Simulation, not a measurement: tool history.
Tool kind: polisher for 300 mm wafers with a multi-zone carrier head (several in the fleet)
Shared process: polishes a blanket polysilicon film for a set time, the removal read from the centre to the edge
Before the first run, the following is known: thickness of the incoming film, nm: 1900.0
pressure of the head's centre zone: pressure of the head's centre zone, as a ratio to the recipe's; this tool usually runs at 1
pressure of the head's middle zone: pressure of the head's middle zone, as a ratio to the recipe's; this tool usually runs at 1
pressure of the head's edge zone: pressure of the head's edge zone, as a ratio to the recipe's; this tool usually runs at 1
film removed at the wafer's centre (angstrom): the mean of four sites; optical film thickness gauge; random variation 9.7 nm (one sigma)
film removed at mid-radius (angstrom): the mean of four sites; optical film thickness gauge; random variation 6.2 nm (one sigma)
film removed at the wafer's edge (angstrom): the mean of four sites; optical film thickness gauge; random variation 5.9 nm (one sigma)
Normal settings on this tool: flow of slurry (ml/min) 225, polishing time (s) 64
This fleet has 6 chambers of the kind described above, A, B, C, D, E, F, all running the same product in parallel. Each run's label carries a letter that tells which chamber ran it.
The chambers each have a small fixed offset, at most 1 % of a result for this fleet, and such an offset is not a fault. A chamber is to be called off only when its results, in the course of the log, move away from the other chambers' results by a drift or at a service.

run,hour,flow of slurry (ml/min),pressure of the head's centre zone,pressure of the head's middle zone,pressure of the head's edge zone,polishing time (s),wafers polished on this pad,hours since the slurry nozzle was cleaned,hours since the centre zone pressure was calibrated,hours since the edge zone pressure was calibrated,film removed at the wafer's centre (angstrom),film removed at mid-radius (angstrom),film removed at the wafer's edge (angstrom)
# hour 1.3: chamber D: worn pad replaced by a new one
# hour 4.2: chamber B: worn pad replaced by a new one
1A,4.9,225,1,1,1,64,1378,525.9,1045.2,221.7,7588.4,7592.1,7507.2
2F,8.7,225,1,1,1,64,332,80.2,13.7,412.3,7574.6,7579.2,7517.7
3E,13.8,225,1,1,1,64,324,264.4,429.3,369,7628.1,7506.2,7545.4
4C,17.3,225,1,1,1,64,1235,20.9,820,859.5,7649.7,7578.8,7532
# hour 18.9: chamber C: worn pad replaced by a new one
# hour 19.9: chamber D: centre zone pressure recalibrated
5B,20.7,225,1,1,1,64,128,174,354.1,475.7,7624.5,7577.2,7589.6
6D,26.7,225,1,1,1,64,197,180,6.9,708.3,7650.5,7487.1,7613.8
7A,31.2,225,1,1,1,64,1582,552.2,1071.5,248,7847.9,7539,7579.3
# hour 33.4: chamber A: worn pad replaced by a new one
8B,33.9,225,1,1,1,64,230,187.2,367.3,488.9,7783.7,7545.8,7701
9D,39.9,225,1.11,1,1,83,300,193.2,20.1,721.5,11129,9654.5,9914.1
# hour 41.1: chamber A: centre zone pressure recalibrated
10F,42.6,225,1.11,1,1,83,595,114.1,47.6,446.2,11271,9739.3,9684.1
11E,47.2,225,1.11,1,1,83,583,297.8,462.7,402.4,10684,9516.3,9566.5
12C,53.3,225,1.11,1,1,83,267,56.9,856,895.5,11067,9662.4,9889.9
13D,56.9,225,1.11,1,1,83,432,210.2,37.1,738.5,11229,10012,9798.2
14F,59.7,225,1.11,1,1,83,728,131.2,64.7,463.3,11200,9783.3,9752.3
15B,62.8,225,1,1,1,64,455,216.1,396.2,517.8,7682.4,7582,7565.2
16E,68.4,225,1,1,1,64,748,319,483.9,423.6,7326.7,7209.3,7275.3
17C,72.8,225,1,1,1,64,418,76.4,875.5,915,7513.8,7606.7,7580.1
# hour 74.6: chamber D: edge zone pressure recalibrated
# hour 75.5: chamber D: slurry nozzle cleaned
18A,77.1,225,1,1,1,64,339,598.1,36,293.9,7661.9,7551.7,7407.5
19E,80.8,225,1,1,1,64,844,331.4,496.3,436,7124.2,7142.2,7206.8
20A,85.9,225,1,1,1,64,407,606.9,44.8,302.7,7713.4,7616.3,7422.9
21D,91,225,1,1,1,64,696,15.5,71.2,16.5,7531.2,7571.8,7713.9
22C,94.7,225,1,1,1,64,588,98.3,897.4,936.9,7480.4,7523.6,7508.1
23F,98.7,225,1,1,1,64,1031,170.2,103.7,502.3,7660,7628.6,7569.8
24B,102.4,225,1,1,1,64,762,255.7,435.8,557.4,7554.5,7666.5,7579.8
# hour 104.2: chamber D: worn pad replaced by a new one
# hour 104.8: chamber E: slurry nozzle cleaned
25B,106.3,225,1,1,1,64,792,259.6,439.7,561.3,7475.5,7685,7583
26E,109.5,225,1,1,1,64,1067,4.7,525,464.7,7040.4,7109.7,7019.6
27C,115.5,225,1,1,1,64,749,119.1,918.2,957.7,7586.9,7450.6,7567.4
28F,121,225,1,1,1,64,1204,192.5,126,524.6,7634,7623.2,7579.9
# hour 122.6: chamber F: edge zone pressure recalibrated
29D,125.8,225,1,1,1,64,168,50.3,106,51.3,7647.9,7560.9,7542.3
30A,129.9,225,1,1,1,64,749,650.9,88.8,346.7,7567.3,7607.2,7581.5
# hour 130.4: chamber F: worn pad replaced by a new one
31D,135.7,225,1,1,1,64,245,60.2,115.9,61.2,7429.4,7628.8,7611.1
32A,140.8,150,1,1,1,51,833,661.8,99.7,357.6,5623.2,5668.8,5688
33F,146.8,150,1,1,1,51,127,218.3,151.8,24.2,5657.8,5715.5,5741.8
34C,152.8,150,1,1,1,51,1039,156.4,955.5,995,5708.5,5622.1,5704.1
35B,156.5,150,1,1,1,51,1182,309.8,489.9,611.5,5562.7,5709.4,5848.5
36E,162.1,150,1,1,1,51,1475,57.3,577.6,517.3,5025.8,5063.6,5218
37D,165.5,150,1,1,1,51,476,90,145.7,91,5701.3,5702.5,5749.5

Is one chamber out of step, is the gauge drifting, or do the chambers differ by no more than their own small offsets? For an off chamber, give its letter and the likeliest cause.

One chamber, E, drifts off from the rest bit by bit.
Cause: removal rate lost through wear of the pad, % = 11.

Here are 4 candidates for chamber E's next run, each the usual settings with a change, their results left as question marks. Which one brings its results back in line with what the others give on the usual settings?
Maximum distance from the other chambers' mean on the usual settings for a result to count as in line: film removed at the wafer's centre (angstrom) 340; film removed at mid-radius (angstrom) 220; film removed at the wafer's edge (angstrom) 210
38E-1,169.9,220,0.99,0.99,1,58,,,,,?,?,?
38E-2,169.9,230,1.01,1.01,1,71,,,,,?,?,?
38E-3,169.9,225,0.99,0.99,1,62,,,,,?,?,?
38E-4,169.9,225,1,1.01,1,67,,,,,?,?,?

Mean of the other chambers on the usual settings: film removed at the wafer's centre (angstrom) 7594.8; film removed at mid-radius (angstrom) 7574.8; film removed at the wafer's edge (angstrom) 7557.1
run,film removed at the wafer's centre (angstrom),film removed at mid-radius (angstrom),film removed at the wafer's edge (angstrom)
38E-1,6060.6,6004.5,6155.3
38E-2,7630.1,7528.5,7564.9
38E-3,6499.5,6437.4,6594.1
38E-4,7101.4,7085,7123.8
With 38E-2, the chamber falls back in line with the rest.

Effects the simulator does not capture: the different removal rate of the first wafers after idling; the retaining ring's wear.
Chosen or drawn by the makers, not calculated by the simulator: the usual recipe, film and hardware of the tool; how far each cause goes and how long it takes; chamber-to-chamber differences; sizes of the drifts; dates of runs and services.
